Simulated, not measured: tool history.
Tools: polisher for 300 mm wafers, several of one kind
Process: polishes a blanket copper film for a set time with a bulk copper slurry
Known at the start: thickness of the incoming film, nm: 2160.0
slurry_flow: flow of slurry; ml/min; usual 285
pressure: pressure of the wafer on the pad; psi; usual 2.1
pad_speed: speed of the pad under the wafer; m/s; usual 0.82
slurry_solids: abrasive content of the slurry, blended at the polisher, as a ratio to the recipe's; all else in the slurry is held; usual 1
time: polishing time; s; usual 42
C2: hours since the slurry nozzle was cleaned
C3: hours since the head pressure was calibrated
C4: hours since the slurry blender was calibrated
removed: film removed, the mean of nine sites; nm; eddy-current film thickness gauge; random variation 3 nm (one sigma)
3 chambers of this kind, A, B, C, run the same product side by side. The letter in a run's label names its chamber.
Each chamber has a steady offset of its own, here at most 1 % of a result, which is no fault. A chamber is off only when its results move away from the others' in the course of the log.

{"run": "1C", "hour": 3.0, "slurry_flow": 285, "pressure": 2.1, "pad_speed": 0.82, "slurry_solids": 1, "time": 42, "wafers polished on this pad": 310, "C2": 559.8, "C3": 811.5, "C4": 300.0, "removed": 228.87}
{"run": "2A", "hour": 6.6, "slurry_flow": 285, "pressure": 2.1, "pad_speed": 0.82, "slurry_solids": 1, "time": 42, "wafers polished on this pad": 271, "C2": 204.8, "C3": 1166.2, "C4": 146.8, "removed": 224.34}
{"run": "3B", "hour": 12.3, "slurry_flow": 285, "pressure": 2.1, "pad_speed": 0.82, "slurry_solids": 1, "time": 42, "wafers polished on this pad": 459, "C2": 301.0, "C3": 530.0, "C4": 171.0, "removed": 223.74}
{"run": "4C", "hour": 17.7, "slurry_flow": 285, "pressure": 2.1, "pad_speed": 0.82, "slurry_solids": 1, "time": 42, "wafers polished on this pad": 480, "C2": 574.5, "C3": 826.2, "C4": 314.7, "removed": 227.05}
{"run": "5A", "hour": 22.1, "slurry_flow": 285, "pressure": 2.1, "pad_speed": 0.82, "slurry_solids": 1, "time": 42, "wafers polished on this pad": 450, "C2": 220.3, "C3": 1181.7, "C4": 162.3, "removed": 225.69}
{"run": "6B", "hour": 26.6, "slurry_flow": 285, "pressure": 2.1, "pad_speed": 0.82, "slurry_solids": 1, "time": 42, "wafers polished on this pad": 625, "C2": 315.3, "C3": 544.3, "C4": 185.3, "removed": 225.2}
{"hour": 26.9, "done": "chamber A: worn pad replaced by a new one"}
{"run": "7A", "hour": 30.0, "slurry_flow": 285, "pressure": 2.1, "pad_speed": 0.82, "slurry_solids": 1, "time": 42, "wafers polished on this pad": 36, "C2": 228.2, "C3": 1189.6, "C4": 170.2, "removed": 220.01}
{"run": "8C", "hour": 32.9, "slurry_flow": 285, "pressure": 2.1, "pad_speed": 0.82, "slurry_solids": 1, "time": 42, "wafers polished on this pad": 656, "C2": 589.7, "C3": 841.4, "C4": 329.9, "removed": 222.79}
{"run": "9B", "hour": 38.3, "slurry_flow": 285, "pressure": 2.1, "pad_speed": 0.82, "slurry_solids": 1, "time": 42, "wafers polished on this pad": 760, "C2": 327.0, "C3": 556.0, "C4": 197.0, "removed": 214.83}
{"hour": 41.7, "done": "chamber C: worn pad replaced by a new one"}
{"run": "10C", "hour": 44.0, "slurry_flow": 285, "pressure": 2.1, "pad_speed": 0.82, "slurry_solids": 1, "time": 42, "wafers polished on this pad": 27, "C2": 600.8, "C3": 852.5, "C4": 341.0, "removed": 228.82}
{"run": "11B", "hour": 49.0, "slurry_flow": 285, "pressure": 2.1, "pad_speed": 0.82, "slurry_solids": 1, "time": 42, "wafers polished on this pad": 884, "C2": 337.7, "C3": 566.7, "C4": 207.7, "removed": 220.19}
{"run": "12A", "hour": 54.2, "slurry_flow": 285, "pressure": 2.1, "pad_speed": 0.82, "slurry_solids": 1, "time": 42, "wafers polished on this pad": 316, "C2": 252.4, "C3": 1213.8, "C4": 194.4, "removed": 225.46}
{"run": "13A", "hour": 56.9, "slurry_flow": 285, "pressure": 2.1, "pad_speed": 0.82, "slurry_solids": 1, "time": 42, "wafers polished on this pad": 347, "C2": 255.1, "C3": 1216.5, "C4": 197.1, "removed": 222.27}
{"run": "14C", "hour": 60.0, "slurry_flow": 285, "pressure": 2.1, "pad_speed": 0.82, "slurry_solids": 1, "time": 42, "wafers polished on this pad": 212, "C2": 616.8, "C3": 868.5, "C4": 357.0, "removed": 230.38}
{"run": "15B", "hour": 62.7, "slurry_flow": 285, "pressure": 2.1, "pad_speed": 0.82, "slurry_solids": 1, "time": 42, "wafers polished on this pad": 1043, "C2": 351.4, "C3": 580.4, "C4": 221.4, "removed": 211.07}
{"run": "16A", "hour": 65.9, "slurry_flow": 285, "pressure": 2.1, "pad_speed": 0.82, "slurry_solids": 1, "time": 42, "wafers polished on this pad": 451, "C2": 264.1, "C3": 1225.5, "C4": 206.1, "removed": 223.17}
{"run": "17B", "hour": 71.5, "slurry_flow": 285, "pressure": 2.1, "pad_speed": 0.82, "slurry_solids": 1, "time": 42, "wafers polished on this pad": 1145, "C2": 360.2, "C3": 589.2, "C4": 230.2, "removed": 219.5}
{"run": "18C", "hour": 74.3, "slurry_flow": 285, "pressure": 2.1, "pad_speed": 0.82, "slurry_solids": 1, "time": 42, "wafers polished on this pad": 378, "C2": 631.1, "C3": 882.8, "C4": 371.3, "removed": 222.84}
{"run": "19B", "hour": 78.9, "slurry_flow": 285, "pressure": 2.1, "pad_speed": 0.82, "slurry_solids": 1, "time": 42, "wafers polished on this pad": 1230, "C2": 367.6, "C3": 596.6, "C4": 237.6, "removed": 212.26}
{"hour": 79.2, "done": "chamber A: worn pad replaced by a new one"}
{"hour": 84.0, "done": "chamber C: head pressure recalibrated"}
{"run": "20C", "hour": 84.5, "slurry_flow": 285, "pressure": 2.1, "pad_speed": 0.82, "slurry_solids": 1, "time": 42, "wafers polished on this pad": 496, "C2": 641.3, "C3": 0.5, "C4": 381.5, "removed": 228.04}
{"run": "21A", "hour": 89.5, "slurry_flow": 285, "pressure": 2.1, "pad_speed": 0.82, "slurry_solids": 1, "time": 42, "wafers polished on this pad": 120, "C2": 287.7, "C3": 1249.1, "C4": 229.7, "removed": 228.08}
{"run": "22C", "hour": 93.7, "slurry_flow": 285, "pressure": 2.1, "pad_speed": 0.82, "slurry_solids": 1, "time": 42, "wafers polished on this pad": 602, "C2": 650.5, "C3": 9.7, "C4": 390.7, "removed": 231.54}
{"run": "23A", "hour": 97.3, "slurry_flow": 285, "pressure": 2.1, "pad_speed": 0.82, "slurry_solids": 1, "time": 42, "wafers polished on this pad": 210, "C2": 295.5, "C3": 1256.9, "C4": 237.5, "removed": 217.77}
{"run": "24B", "hour": 102.3, "slurry_flow": 285, "pressure": 2.1, "pad_speed": 0.82, "slurry_solids": 1, "time": 42, "wafers polished on this pad": 1501, "C2": 391.0, "C3": 620.0, "C4": 261.0, "removed": 204.43}
{"run": "25B", "hour": 106.4, "slurry_flow": 285, "pressure": 2.1, "pad_speed": 0.82, "slurry_solids": 1, "time": 42, "wafers polished on this pad": 1549, "C2": 395.1, "C3": 624.1, "C4": 265.1, "removed": 209.89}
{"hour": 106.5, "done": "chamber C: worn pad replaced by a new one"}
{"run": "26C", "hour": 110.5, "slurry_flow": 285, "pressure": 2.1, "pad_speed": 0.82, "slurry_solids": 1, "time": 42, "wafers polished on this pad": 46, "C2": 667.3, "C3": 26.5, "C4": 407.5, "removed": 229.2}
{"run": "27A", "hour": 114.6, "slurry_flow": 285, "pressure": 2.1, "pad_speed": 0.82, "slurry_solids": 1, "time": 42, "wafers polished on this pad": 410, "C2": 312.8, "C3": 1274.2, "C4": 254.8, "removed": 222.89}
{"hour": 118.2, "done": "chamber B: slurry nozzle cleaned"}
{"run": "28A", "hour": 119.1, "slurry_flow": 285, "pressure": 2.1, "pad_speed": 0.82, "slurry_solids": 1, "time": 42, "wafers polished on this pad": 462, "C2": 317.3, "C3": 1278.7, "C4": 259.3, "removed": 225.32}
{"run": "29B", "hour": 123.5, "slurry_flow": 285, "pressure": 2.1, "pad_speed": 0.82, "slurry_solids": 1, "time": 42, "wafers polished on this pad": 1747, "C2": 5.3, "C3": 641.2, "C4": 282.2, "removed": 203.65}
{"hour": 124.0, "done": "chamber B: head pressure recalibrated"}
{"hour": 125.1, "done": "chamber A: worn pad replaced by a new one"}
{"run": "30C", "hour": 126.3, "slurry_flow": 285, "pressure": 2.1, "pad_speed": 0.82, "slurry_solids": 1, "time": 42, "wafers polished on this pad": 229, "C2": 683.1, "C3": 42.3, "C4": 423.3, "removed": 225.9}
{"run": "31A", "hour": 130.2, "slurry_flow": 285, "pressure": 2.1, "pad_speed": 0.82, "slurry_solids": 1, "time": 53, "wafers polished on this pad": 59, "C2": 328.4, "C3": 1289.8, "C4": 270.4, "removed": 281.5}
{"run": "32B", "hour": 133.8, "slurry_flow": 285, "pressure": 2.1, "pad_speed": 0.82, "slurry_solids": 1, "time": 53, "wafers polished on this pad": 1866, "C2": 15.6, "C3": 9.8, "C4": 292.5, "removed": 253.91}

Is one chamber off against the others, does the gauge drift, or is nothing wrong? If a chamber is off, say which, and what the likeliest cause is.

Chamber B drifts away from the others.
Cause: removal rate lost through wear of the pad, % = 11.6.

Here are 4 candidates for chamber B's next run, each the usual settings with a change, their results left as question marks. Which one brings its results back in line with what the others give on the usual settings?
In line means no further than this from the other chambers' mean on the usual settings: removed 10.00 nm
{"run": "33B-1", "hour": 138.0, "slurry_flow": 285, "pressure": 2.0, "pad_speed": 0.8, "slurry_solids": 1, "time": 40, "removed": "?"}
{"run": "33B-2", "hour": 138.0, "slurry_flow": 285, "pressure": 2.2, "pad_speed": 0.84, "slurry_solids": 1, "time": 44, "removed": "?"}
{"run": "33B-3", "hour": 138.0, "slurry_flow": 285, "pressure": 2.2, "pad_speed": 0.82, "slurry_solids": 1, "time": 42, "removed": "?"}
{"run": "33B-4", "hour": 138.0, "slurry_flow": 285, "pressure": 2.1, "pad_speed": 0.8, "slurry_solids": 1, "time": 41, "removed": "?"}

The other chambers' mean on the usual settings: removed 225.14 nm
run=33B-1 removed=175.29
run=33B-2 removed=222.57
run=33B-3 removed=207.46
run=33B-4 removed=188.66
33B-2 brings the chamber back in line.

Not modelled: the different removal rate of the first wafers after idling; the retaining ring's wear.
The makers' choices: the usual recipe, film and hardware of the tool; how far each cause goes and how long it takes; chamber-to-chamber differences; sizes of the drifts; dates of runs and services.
